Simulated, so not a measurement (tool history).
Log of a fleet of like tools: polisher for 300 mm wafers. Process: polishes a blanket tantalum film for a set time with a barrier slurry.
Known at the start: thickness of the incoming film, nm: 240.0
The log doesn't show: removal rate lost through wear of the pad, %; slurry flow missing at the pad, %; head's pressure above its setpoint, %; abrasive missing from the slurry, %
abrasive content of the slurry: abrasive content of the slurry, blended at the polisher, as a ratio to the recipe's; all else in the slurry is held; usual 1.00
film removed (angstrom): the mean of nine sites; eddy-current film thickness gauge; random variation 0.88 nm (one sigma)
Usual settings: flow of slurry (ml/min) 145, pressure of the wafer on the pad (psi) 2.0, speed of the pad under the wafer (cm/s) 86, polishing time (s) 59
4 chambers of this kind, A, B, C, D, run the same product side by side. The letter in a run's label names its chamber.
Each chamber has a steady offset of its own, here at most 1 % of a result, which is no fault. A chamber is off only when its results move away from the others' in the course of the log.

| run | hour | flow of slurry (ml/min) | pressure of the wafer on the pad (psi) | speed of the pad under the wafer (cm/s) | abrasive content of the slurry | polishing time (s) | wafers polished on this pad | hours since the slurry nozzle was cleaned | hours since the head pressure was calibrated | hours since the slurry blender was calibrated | film removed (angstrom) |
|---|---|---|---|---|---|---|---|---|---|---|---|
| 1C | 7.9 | 145 | 2.0 | 86 | 1.00 | 59 | 213 | 221.8 | 159.2 | 255.2 | 883.37 |
| 2D | 12.0 | 145 | 2.0 | 86 | 1.00 | 59 | 481 | 579.9 | 235.9 | 233.1 | 906.81 |
| 3A | 17.1 | 145 | 2.0 | 86 | 1.00 | 59 | 915 | 800.0 | 668.1 | 33.8 | 893.67 |
|  | 22.4 | chamber B: slurry nozzle cleaned |
| 4B | 25.0 | 145 | 2.0 | 86 | 1.00 | 59 | 473 | 2.7 | 291.2 | 316.8 | 889.93 |
|  | 28.6 | chamber C: slurry blender recalibrated |
| 5C | 31.3 | 145 | 2.0 | 86 | 1.00 | 59 | 503 | 245.2 | 182.6 | 2.8 | 897.17 |
| 6D | 36.9 | 145 | 2.0 | 86 | 1.00 | 59 | 789 | 604.8 | 260.8 | 258.0 | 899.11 |
| 7B | 44.6 | 145 | 2.0 | 86 | 1.00 | 59 | 716 | 22.3 | 310.8 | 336.4 | 882.81 |
|  | 46.9 | chamber A: worn pad replaced by a new one |
| 8A | 52.3 | 145 | 2.0 | 86 | 1.00 | 59 | 67 | 835.2 | 703.3 | 69.0 | 898.56 |
|  | 54.2 | chamber B: slurry blender recalibrated |
|  | 54.6 | chamber A: slurry nozzle cleaned |
| 9D | 56.0 | 145 | 2.0 | 86 | 1.00 | 59 | 1026 | 623.9 | 279.9 | 277.1 | 908.89 |
| 10A | 64.0 | 145 | 2.4 | 86 | 1.00 | 73 | 212 | 9.4 | 715.0 | 80.7 | 1316.30 |
|  | 69.4 | chamber D: worn pad replaced by a new one |
| 11C | 70.7 | 145 | 2.4 | 86 | 1.00 | 73 | 991 | 284.6 | 222.0 | 42.2 | 1350.30 |
| 12B | 75.0 | 145 | 2.4 | 86 | 1.00 | 73 | 1093 | 52.7 | 341.2 | 20.9 | 1300.50 |
| 13D | 80.5 | 145 | 2.4 | 86 | 1.00 | 73 | 138 | 648.4 | 304.4 | 301.6 | 1293.20 |
| 14B | 88.3 | 145 | 2.0 | 86 | 1.00 | 59 | 1258 | 66.0 | 354.5 | 34.2 | 883.39 |
| 15C | 94.8 | 145 | 2.0 | 86 | 1.00 | 59 | 1290 | 308.7 | 246.1 | 66.3 | 908.80 |
| 16A | 99.5 | 145 | 2.0 | 86 | 0.75 | 50 | 652 | 44.9 | 750.5 | 116.2 | 693.64 |
|  | 102.8 | chamber C: worn pad replaced by a new one |
| 17D | 106.9 | 145 | 2.0 | 86 | 0.75 | 50 | 465 | 674.8 | 330.8 | 328.0 | 704.67 |
| 18B | 113.0 | 145 | 2.0 | 86 | 0.75 | 50 | 1564 | 90.7 | 379.2 | 58.9 | 673.43 |
| 19A | 121.2 | 145 | 2.0 | 86 | 0.75 | 50 | 921 | 66.6 | 772.2 | 137.9 | 685.43 |
| 20C | 126.7 | 145 | 2.0 | 86 | 1.00 | 59 | 297 | 340.6 | 278.0 | 98.2 | 906.98 |
| 21B | 134.4 | 145 | 2.0 | 86 | 1.00 | 59 | 1829 | 112.1 | 400.6 | 80.3 | 878.25 |
| 22D | 142.4 | 145 | 2.0 | 86 | 1.00 | 59 | 905 | 710.3 | 366.3 | 363.5 | 888.13 |
| 23C | 146.4 | 145 | 2.0 | 86 | 1.00 | 59 | 541 | 360.3 | 297.7 | 117.9 | 906.16 |
| 24A | 150.7 | 165 | 2.0 | 86 | 1.00 | 73 | 1286 | 96.1 | 801.7 | 167.4 | 1125.80 |
|  | 151.5 | chamber A: worn pad replaced by a new one |
| 25C | 157.0 | 165 | 2.0 | 86 | 1.00 | 73 | 672 | 370.9 | 308.3 | 128.5 | 1148.20 |
| 26D | 161.2 | 165 | 2.0 | 86 | 1.00 | 73 | 1138 | 729.1 | 385.1 | 382.3 | 1148.40 |
| 27B | 167.3 | 165 | 2.0 | 86 | 1.00 | 73 | 2237 | 145.0 | 433.5 | 113.2 | 1055.80 |
| 28A | 172.1 | 145 | 2.0 | 76 | 1.25 | 59 | 255 | 117.5 | 823.1 | 188.8 | 852.92 |
|  | 174.8 | chamber D: worn pad replaced by a new one |
| 29A | 178.5 | 145 | 2.0 | 76 | 1.25 | 59 | 334 | 123.9 | 829.5 | 195.2 | 841.96 |
| 30C | 184.0 | 145 | 2.0 | 76 | 1.25 | 59 | 1007 | 397.9 | 335.3 | 155.5 | 847.70 |
| 31D | 192.2 | 145 | 2.0 | 76 | 1.25 | 59 | 216 | 760.1 | 416.1 | 413.3 | 842.33 |
|  | 193.8 | chamber A: slurry blender recalibrated |
| 32B | 196.2 | 145 | 2.0 | 86 | 1.00 | 59 | 2595 | 173.9 | 462.4 | 142.1 | 838.35 |
|  | 201.1 | chamber D: slurry nozzle cleaned |
| 33C | 202.1 | 145 | 2.0 | 86 | 0.90 | 59 | 1231 | 416.0 | 353.4 | 173.6 | 862.72 |
| 34D | 207.4 | 145 | 2.0 | 86 | 0.90 | 59 | 404 | 6.4 | 431.3 | 428.5 | 859.81 |
| 35A | 214.3 | 145 | 2.0 | 86 | 0.90 | 59 | 778 | 159.7 | 865.3 | 20.6 | 877.38 |
| 36B | 219.6 | 145 | 2.0 | 86 | 0.90 | 59 | 2885 | 197.3 | 485.8 | 165.5 | 801.88 |

Is one chamber off against the others, does the gauge drift, or is nothing wrong? If a chamber is off, say which, and what the likeliest cause is.

Chamber B drifts away from the others.
Cause: removal rate lost through wear of the pad, % = 7.94.
The log may not tell that from: slurry flow missing at the pad, %; head's pressure below its setpoint, %.

Here are 4 candidates for chamber B's next run, each the usual settings with a change, their results left as question marks. Which one brings its results back in line with what the others give on the usual settings?
In line means no further than this from the other chambers' mean on the usual settings: film removed (angstrom) 31.00
| 37B-1 | 225.5 | 150 | 2.0 | 86 | 1.05 | 59 |  |  |  |  | ? |
| 37B-2 | 225.5 | 145 | 1.9 | 84 | 1.00 | 59 |  |  |  |  | ? |
| 37B-3 | 225.5 | 145 | 2.2 | 86 | 1.00 | 59 |  |  |  |  | ? |
| 37B-4 | 225.5 | 145 | 2.0 | 86 | 1.00 | 58 |  |  |  |  | ? |

The other chambers' mean on the usual settings: film removed (angstrom) 896.29
| run | film removed (angstrom) |
|---|---|
| 37B-1 | 842.00 |
| 37B-2 | 767.07 |
| 37B-3 | 907.06 |
| 37B-4 | 811.73 |
37B-3 brings the chamber back in line.

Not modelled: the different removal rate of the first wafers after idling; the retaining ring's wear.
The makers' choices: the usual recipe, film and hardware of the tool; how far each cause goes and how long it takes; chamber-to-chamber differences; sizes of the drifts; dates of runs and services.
